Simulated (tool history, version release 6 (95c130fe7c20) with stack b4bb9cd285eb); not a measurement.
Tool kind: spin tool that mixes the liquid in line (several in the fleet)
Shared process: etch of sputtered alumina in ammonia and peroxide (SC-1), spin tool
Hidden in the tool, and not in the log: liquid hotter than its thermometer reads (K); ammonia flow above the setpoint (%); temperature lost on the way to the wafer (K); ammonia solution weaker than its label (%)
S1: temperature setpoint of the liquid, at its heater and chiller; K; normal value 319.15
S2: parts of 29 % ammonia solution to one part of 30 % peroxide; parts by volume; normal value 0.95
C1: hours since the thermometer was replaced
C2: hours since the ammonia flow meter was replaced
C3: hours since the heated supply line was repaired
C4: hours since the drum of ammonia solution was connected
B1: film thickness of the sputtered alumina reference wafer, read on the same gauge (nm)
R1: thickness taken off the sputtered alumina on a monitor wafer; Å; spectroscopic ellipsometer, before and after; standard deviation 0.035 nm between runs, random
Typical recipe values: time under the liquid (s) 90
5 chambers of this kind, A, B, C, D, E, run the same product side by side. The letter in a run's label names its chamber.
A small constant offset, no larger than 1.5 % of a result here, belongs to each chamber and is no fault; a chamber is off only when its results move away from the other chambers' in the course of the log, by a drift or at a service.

{"run": "1A", "day": 0.35, "S1": 319.15, "S2": 0.95, "time under the liquid (s)": 90, "C1": 220.7, "C2": 395.8, "C3": 802.9, "C4": 509.4, "B1": 120.03, "R1": 43.118}
{"run": "2D", "day": 0.742, "S1": 319.15, "S2": 0.95, "time under the liquid (s)": 90, "C1": 1467.7, "C2": 316.6, "C3": 1535.8, "C4": 385.3, "B1": 120, "R1": 42.892}
{"day": 0.988, "done": "chamber C: new drum of ammonia solution connected"}
{"run": "3C", "day": 1.171, "S1": 319.15, "S2": 0.95, "time under the liquid (s)": 90, "C1": 1436, "C2": 36.8, "C3": 3264.6, "C4": 4.4, "B1": 120, "R1": 42.561}
{"day": 1.646, "done": "chamber A: new drum of ammonia solution connected"}
{"run": "4B", "day": 1.762, "S1": 319.15, "S2": 0.95, "time under the liquid (s)": 90, "C1": 422.5, "C2": 578.8, "C3": 307.2, "C4": 165.3, "B1": 120.01, "R1": 42.704}
{"day": 2.267, "done": "chamber E: ammonia flow meter replaced"}
{"run": "5E", "day": 2.346, "S1": 319.15, "S2": 0.95, "time under the liquid (s)": 90, "C1": 718.8, "C2": 1.9, "C3": 1960.8, "C4": 73.7, "B1": 119.98, "R1": 43.873}
{"run": "6E", "day": 2.938, "S1": 319.15, "S2": 0.7, "time under the liquid (s)": 145, "C1": 733, "C2": 16.1, "C3": 1975, "C4": 87.9, "B1": 120.03, "R1": 66.933}
{"day": 3.167, "done": "chamber E: heated supply line repaired"}
{"run": "7C", "day": 3.346, "S1": 319.15, "S2": 0.7, "time under the liquid (s)": 145, "C1": 1488.2, "C2": 89, "C3": 3316.8, "C4": 56.6, "B1": 120.02, "R1": 67.357}
{"run": "8B", "day": 3.746, "S1": 319.15, "S2": 0.7, "time under the liquid (s)": 145, "C1": 470.1, "C2": 626.4, "C3": 354.8, "C4": 212.9, "B1": 119.96, "R1": 66.703}
{"run": "9D", "day": 4.221, "S1": 319.15, "S2": 0.7, "time under the liquid (s)": 145, "C1": 1551.2, "C2": 400.1, "C3": 1619.3, "C4": 468.8, "B1": 120.01, "R1": 66.922}
{"run": "10A", "day": 4.658, "S1": 319.15, "S2": 0.7, "time under the liquid (s)": 145, "C1": 324.1, "C2": 499.2, "C3": 906.3, "C4": 72.3, "B1": 120, "R1": 68.369}
{"run": "11C", "day": 5.233, "S1": 319.15, "S2": 0.95, "time under the liquid (s)": 90, "C1": 1533.5, "C2": 134.3, "C3": 3362.1, "C4": 101.9, "B1": 120.03, "R1": 42.932}
{"run": "12D", "day": 5.658, "S1": 319.15, "S2": 0.95, "time under the liquid (s)": 90, "C1": 1585.7, "C2": 434.6, "C3": 1653.8, "C4": 503.3, "B1": 119.99, "R1": 42.622}
{"run": "13A", "day": 6.262, "S1": 319.15, "S2": 0.95, "time under the liquid (s)": 90, "C1": 362.6, "C2": 537.7, "C3": 944.8, "C4": 110.8, "B1": 120.02, "R1": 43.516}
{"run": "14E", "day": 6.708, "S1": 319.15, "S2": 0.95, "time under the liquid (s)": 90, "C1": 823.5, "C2": 106.6, "C3": 85, "C4": 178.4, "B1": 120.02, "R1": 43.578}
{"run": "15B", "day": 7.029, "S1": 319.15, "S2": 0.95, "time under the liquid (s)": 90, "C1": 548.9, "C2": 705.2, "C3": 433.6, "C4": 291.7, "B1": 120.02, "R1": 42.876}
{"run": "16A", "day": 7.562, "S1": 319.15, "S2": 0.95, "time under the liquid (s)": 90, "C1": 393.8, "C2": 568.9, "C3": 976, "C4": 142, "B1": 119.99, "R1": 43.644}
{"run": "17C", "day": 8.221, "S1": 319.15, "S2": 0.95, "time under the liquid (s)": 90, "C1": 1605.2, "C2": 206, "C3": 3433.8, "C4": 173.6, "B1": 120.01, "R1": 42.274}
{"run": "18D", "day": 8.846, "S1": 319.15, "S2": 0.95, "time under the liquid (s)": 90, "C1": 1662.2, "C2": 511.1, "C3": 1730.3, "C4": 579.8, "B1": 120.01, "R1": 43.138}
{"run": "19E", "day": 9.375, "S1": 315.65, "S2": 0.95, "time under the liquid (s)": 90, "C1": 887.5, "C2": 170.6, "C3": 149, "C4": 242.4, "B1": 119.99, "R1": 35.771}
{"run": "20B", "day": 9.829, "S1": 315.65, "S2": 0.95, "time under the liquid (s)": 90, "C1": 616.1, "C2": 772.4, "C3": 500.8, "C4": 358.9, "B1": 120.02, "R1": 34.638}
{"day": 9.842, "done": "chamber E: new drum of ammonia solution connected"}
{"run": "21D", "day": 10.125, "S1": 315.65, "S2": 0.95, "time under the liquid (s)": 90, "C1": 1692.9, "C2": 541.8, "C3": 1761, "C4": 610.5, "B1": 119.98, "R1": 34.888}
{"run": "22B", "day": 10.417, "S1": 315.65, "S2": 0.95, "time under the liquid (s)": 90, "C1": 630.2, "C2": 786.5, "C3": 514.9, "C4": 373, "B1": 119.96, "R1": 34.897}
{"day": 10.529, "done": "chamber C: heated supply line repaired"}
{"run": "23A", "day": 10.867, "S1": 315.65, "S2": 0.95, "time under the liquid (s)": 90, "C1": 473.1, "C2": 648.2, "C3": 1055.3, "C4": 221.3, "B1": 120.01, "R1": 36.45}
{"run": "24E", "day": 11.479, "S1": 319.15, "S2": 0.95, "time under the liquid (s)": 90, "C1": 938, "C2": 221.1, "C3": 199.5, "C4": 39.3, "B1": 120.02, "R1": 43.817}
{"day": 11.767, "done": "chamber B: ammonia flow meter replaced"}
{"run": "25C", "day": 11.921, "S1": 319.15, "S2": 0.95, "time under the liquid (s)": 90, "C1": 1694, "C2": 294.8, "C3": 33.5, "C4": 262.4, "B1": 120, "R1": 43.353}
{"run": "26A", "day": 12.258, "S1": 319.15, "S2": 0.95, "time under the liquid (s)": 90, "C1": 506.5, "C2": 681.6, "C3": 1088.7, "C4": 254.7, "B1": 119.99, "R1": 44.71}
{"run": "27D", "day": 12.625, "S1": 319.15, "S2": 0.95, "time under the liquid (s)": 90, "C1": 1752.9, "C2": 601.8, "C3": 1821, "C4": 670.5, "B1": 120.01, "R1": 43.515}
{"run": "28C", "day": 13.233, "S1": 319.15, "S2": 0.95, "time under the liquid (s)": 90, "C1": 1725.5, "C2": 326.3, "C3": 65, "C4": 293.9, "B1": 120.02, "R1": 43.234}
{"run": "29E", "day": 13.862, "S1": 319.15, "S2": 0.95, "time under the liquid (s)": 90, "C1": 995.2, "C2": 278.3, "C3": 256.7, "C4": 96.5, "B1": 119.96, "R1": 43.428}
{"run": "30B", "day": 14.175, "S1": 319.15, "S2": 0.95, "time under the liquid (s)": 90, "C1": 720.4, "C2": 57.8, "C3": 605.1, "C4": 463.2, "B1": 120.01, "R1": 43.472}

Has any chamber moved away from the others, gradually or after a service, or does the common gauge drift, or do the chambers differ only by their own small steady offsets? State the chamber and the most likely cause if one applies.

Little by little, chamber A moves away from the other chambers.
What lies behind it: liquid hotter than its thermometer reads (K) = 1.01.

Which of the 4 candidates below, each the usual settings with something changed and its results left as question marks, puts chamber A back in line with what the other chambers give on the usual settings?
Maximum distance from the other chambers' mean on the usual settings for a result to count as in line: R1 1.2 Å
{"run": "31A-1", "day": 14.658, "S1": 319.15, "S2": 0.8, "time under the liquid (s)": 90, "R1": "?"}
{"run": "31A-2", "day": 14.658, "S1": 319.15, "S2": 1.1, "time under the liquid (s)": 90, "R1": "?"}
{"run": "31A-3", "day": 14.658, "S1": 318.15, "S2": 0.95, "time under the liquid (s)": 90, "R1": "?"}
{"run": "31A-4", "day": 14.658, "S1": 319.15, "S2": 0.95, "time under the liquid (s)": 95, "R1": "?"}

The mean the other chambers reach with the usual settings: R1 43.033 Å
run=31A-1 R1=45.036
run=31A-2 R1=46.402
run=31A-3 R1=43.235
run=31A-4 R1=48.309
The answer is 31A-3, which returns the chamber to within the allowed miss of the others.
